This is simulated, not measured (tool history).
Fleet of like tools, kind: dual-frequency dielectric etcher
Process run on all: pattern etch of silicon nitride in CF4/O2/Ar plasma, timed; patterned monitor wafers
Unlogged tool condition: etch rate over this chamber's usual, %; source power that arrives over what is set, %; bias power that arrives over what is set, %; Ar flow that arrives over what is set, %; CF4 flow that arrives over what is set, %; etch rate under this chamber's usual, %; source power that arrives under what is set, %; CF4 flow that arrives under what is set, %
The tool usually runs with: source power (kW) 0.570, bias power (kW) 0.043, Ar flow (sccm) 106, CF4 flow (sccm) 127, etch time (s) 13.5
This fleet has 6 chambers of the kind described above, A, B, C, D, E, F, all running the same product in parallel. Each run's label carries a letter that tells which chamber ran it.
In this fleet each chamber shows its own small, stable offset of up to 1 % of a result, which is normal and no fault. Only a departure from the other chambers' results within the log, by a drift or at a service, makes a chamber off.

run	day	source power (kW)	bias power (kW)	Ar flow (sccm)	CF4 flow (sccm)	etch time (s)	hours since the last wet clean	hours since the last source power generator calibration	hours since the last bias power generator calibration	hours since the last Ar flow controller change	hours since the last CF4 flow controller change	read-back reference wafer on the same gauge, depth_nm	mean etch depth across the wafer (Å)
1D	0.212	0.570	0.043	106	127	13.5	282.7	1763.7	1921.0	3782.3	492.6	29.001	278.74
2C	0.442	0.570	0.043	106	127	13.5	22.3	1286.3	857.6	3948.0	3592.2	28.986	274.53
# day 0.467: chamber B: wet clean of the chamber
3A	0.667	0.570	0.043	106	127	13.5	503.1	576.5	3121.7	3706.7	3036.6	28.976	279.07
4F	0.825	0.570	0.043	106	127	13.5	269.3	1085.4	2376.0	1586.9	1539.9	28.992	282.10
5B	1.025	0.570	0.043	106	127	13.5	13.4	2433.7	811.3	261.4	3090.7	29.015	279.15
6E	1.233	0.570	0.043	106	127	13.5	242.7	654.0	1530.6	2937.0	90.0	29.026	282.14
7B	1.458	0.570	0.043	106	127	13.5	23.8	2444.1	821.7	271.8	3101.1	29.014	279.91
8C	1.683	0.570	0.043	106	127	13.5	52.1	1316.1	887.4	3977.8	3622.0	29.039	276.84
9D	1.929	0.680	0.049	106	127	13.5	323.9	1804.9	1962.2	3823.5	533.8	29.020	341.47
# day 2.129: chamber D: source power generator calibrated
10E	2.154	0.680	0.049	106	127	13.5	264.8	676.1	1552.7	2959.1	112.1	29.004	345.96
11F	2.358	0.680	0.049	106	127	13.5	306.1	1122.2	2412.8	1623.7	1576.7	28.992	343.27
12A	2.471	0.680	0.049	106	127	13.5	546.4	619.8	3165.0	3750.0	3079.9	29.006	341.82
13D	2.704	0.680	0.049	106	127	13.5	342.5	13.9	1980.8	3842.1	552.4	29.008	329.82
14B	2.929	0.680	0.049	106	127	13.5	59.1	2479.4	857.0	307.1	3136.4	28.964	342.15
15C	3.042	0.570	0.043	106	127	13.5	84.7	1348.7	920.0	4010.4	3654.6	28.976	277.03
16F	3.217	0.570	0.043	106	127	13.5	326.7	1142.8	2433.4	1644.3	1597.3	28.964	279.29
# day 3.333: chamber F: wet clean of the chamber
17A	3.379	0.570	0.043	106	127	13.5	568.2	641.6	3186.8	3771.8	3101.7	29.006	279.98
18E	3.538	0.570	0.043	106	127	13.5	298.0	709.3	1585.9	2992.3	145.3	29.011	281.83
19A	3.692	0.570	0.043	106	127	13.5	575.7	649.1	3194.3	3779.3	3109.2	29.052	281.31
20F	3.833	0.570	0.043	106	127	13.5	12.0	1157.6	2448.2	1659.1	1612.1	29.001	280.49
21E	3.967	0.570	0.043	106	127	13.5	308.3	719.6	1596.2	3002.6	155.6	29.011	282.11
22C	4.100	0.570	0.043	106	127	13.5	110.1	1374.1	945.4	4035.8	3680.0	29.008	273.46
23B	4.308	0.570	0.043	120	110	13.5	92.2	2512.5	890.1	340.2	3169.5	29.010	269.53
24D	4.412	0.570	0.043	120	110	13.5	383.5	54.9	2021.8	3883.1	593.4	29.007	258.30
25E	4.525	0.570	0.043	120	110	13.5	321.7	733.0	1609.6	3016.0	169.0	29.033	271.02
26F	4.758	0.570	0.043	120	110	13.5	34.2	1179.8	2470.4	1681.3	1634.3	29.002	273.40
27A	4.946	0.570	0.043	120	110	13.5	605.8	679.2	3224.4	3809.4	3139.3	28.995	270.59
28C	5.121	0.570	0.043	120	110	13.5	134.6	1398.6	969.9	4060.3	3704.5	29.021	267.53
29B	5.333	0.570	0.043	106	127	13.5	116.8	2537.1	914.7	364.8	3194.1	29.028	278.01
30D	5.488	0.570	0.043	106	127	13.5	409.3	80.7	2047.6	3908.9	619.2	29.009	269.25
31A	5.729	0.570	0.043	106	127	13.5	624.6	698.0	3243.2	3828.2	3158.1	28.995	280.90
32D	5.883	0.570	0.043	106	127	13.5	418.8	90.2	2057.1	3918.4	628.7	28.994	270.40
33B	6.050	0.570	0.043	106	127	13.5	134.0	2554.3	931.9	382.0	3211.3	28.995	280.21
34C	6.292	0.570	0.052	106	127	13.5	162.7	1426.7	998.0	4088.4	3732.6	29.024	294.65
35F	6.521	0.570	0.052	106	127	13.5	76.5	1222.1	2512.7	1723.6	1676.6	29.002	301.77
36E	6.692	0.570	0.052	106	127	13.5	373.7	785.0	1661.6	3068.0	221.0	29.037	299.15
37B	6.846	0.570	0.052	106	127	13.5	153.1	2573.4	951.0	401.1	3230.4	29.034	301.37
38D	6.975	0.570	0.052	106	127	13.5	445.0	116.4	2083.3	3944.6	654.9	29.012	290.00

Each of the 6 chambers runs these same settings next. Fill in every chamber's results:
39A	7.154	0.620	0.043	106	127	13.5							?
39B	7.154	0.620	0.043	106	127	13.5							?
39C	7.154	0.620	0.043	106	127	13.5							?
39D	7.154	0.620	0.043	106	127	13.5							?
39E	7.154	0.620	0.043	106	127	13.5							?
39F	7.154	0.620	0.043	106	127	13.5							?

run	mean etch depth across the wafer (Å)
39A	301.51
39B	299.71
39C	298.78
39D	288.37
39E	306.22
39F	303.60

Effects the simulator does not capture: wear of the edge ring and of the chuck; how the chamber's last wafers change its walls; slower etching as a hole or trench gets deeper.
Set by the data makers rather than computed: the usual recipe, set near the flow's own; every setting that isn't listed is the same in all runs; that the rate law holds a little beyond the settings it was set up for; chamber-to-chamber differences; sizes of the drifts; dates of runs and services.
